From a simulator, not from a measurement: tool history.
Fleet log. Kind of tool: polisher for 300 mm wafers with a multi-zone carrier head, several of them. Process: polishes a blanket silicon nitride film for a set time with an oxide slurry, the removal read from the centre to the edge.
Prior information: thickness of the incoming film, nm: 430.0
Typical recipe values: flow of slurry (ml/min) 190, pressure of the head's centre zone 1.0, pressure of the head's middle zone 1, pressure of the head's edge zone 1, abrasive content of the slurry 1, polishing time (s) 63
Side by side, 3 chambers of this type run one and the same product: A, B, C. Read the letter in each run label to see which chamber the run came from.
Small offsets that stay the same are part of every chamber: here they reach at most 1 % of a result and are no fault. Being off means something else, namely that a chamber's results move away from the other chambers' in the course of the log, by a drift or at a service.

run	hour	flow of slurry (ml/min)	pressure of the head's centre zone	pressure of the head's middle zone	pressure of the head's edge zone	abrasive content of the slurry	polishing time (s)	wafers polished on this pad	hours since the slurry nozzle was cleaned	hours since the centre zone pressure was calibrated	hours since the edge zone pressure was calibrated	film removed at the wafer's centre (Å)	film removed at mid-radius (Å)	film removed at the wafer's edge (Å)
1C	4.9	190	1.0	1	1	1	63	1328	205.9	370.5	308.8	282.29	279.44	283.08
# hour 6.7: chamber C: worn pad replaced by a new one
2A	10.8	190	1.0	1	1	1	63	848	443.0	559.5	502.3	282.37	290.39	284.43
# hour 11.4: chamber B: worn pad replaced by a new one
3B	14.0	190	1.0	1	1	1	63	33	350.0	629.1	26.8	287.23	284.73	284.08
4A	17.3	190	1.0	1	1	1	63	931	449.5	566.0	508.8	286.36	281.83	277.92
5B	20.2	190	1.0	1	1	1	63	113	356.2	635.3	33.0	286.62	281.08	282.68
6C	23.7	190	1.0	1	1	1	63	219	224.7	389.3	327.6	283.62	284.61	287.55
7B	26.6	190	1.0	1	1	1	63	195	362.6	641.7	39.4	284.81	286.84	281.51
8A	29.7	190	1.0	1	1	1	63	1091	461.9	578.4	521.2	279.36	282.48	280.39
9C	32.5	190	1.0	1	1	1	63	332	233.5	398.1	336.4	282.43	281.20	288.88
10B	36.3	190	1.0	1	1	1	63	320	372.3	651.4	49.1	283.06	279.67	280.45
11A	41.1	190	1.0	1	1	1	63	1237	473.3	589.8	532.6	280.89	278.45	282.52
12C	46.0	190	1.0	1	1	1	63	505	247.0	411.6	349.9	283.38	287.15	285.98
13A	49.0	190	1.1	1	1	1	50	1339	481.2	597.7	540.5	242.88	223.36	215.96
14B	52.7	190	1.1	1	1	1	50	530	388.7	667.8	65.5	251.14	220.93	222.57
15C	55.5	190	1.1	1	1	1	50	627	256.5	421.1	359.4	248.95	223.82	225.69
16A	58.7	190	1.0	1	1	1	63	1463	490.9	607.4	550.2	276.25	276.95	271.15
# hour 61.8: chamber C: slurry nozzle cleaned
17C	64.0	190	1.0	1	1	1	63	736	2.3	429.6	367.9	279.92	284.88	287.81
18B	69.2	190	1.0	1	1	1	63	742	405.2	684.3	82.0	285.01	285.00	278.08
# hour 70.4: chamber B: worn pad replaced by a new one
19C	73.7	190	1.0	1	1	1	63	861	12.0	439.3	377.6	283.11	286.18	284.31
20B	79.1	190	1.0	1	1	1	63	112	415.1	694.2	91.9	288.76	278.84	281.42
21A	85.0	190	1.0	1	1	1	63	1801	517.2	633.7	576.5	267.93	272.41	270.50
22C	90.6	190	1.0	1	1	1	63	1078	28.9	456.2	394.5	282.25	285.70	280.10
23A	96.0	190	1.0	1	1	1	63	1942	528.2	644.7	587.5	264.33	270.82	261.55

For the next run the whole fleet of 3 chambers uses the same settings. Give each chamber's results:
24A	100.4	190	1.0	1	1	1	63					?	?	?
24B	100.4	190	1.0	1	1	1	63					?	?	?
24C	100.4	190	1.0	1	1	1	63					?	?	?

run	film removed at the wafer's centre (Å)	film removed at mid-radius (Å)	film removed at the wafer's edge (Å)
24A	266.28	263.42	264.88
24B	287.78	279.72	282.02
24C	287.40	274.93	280.60
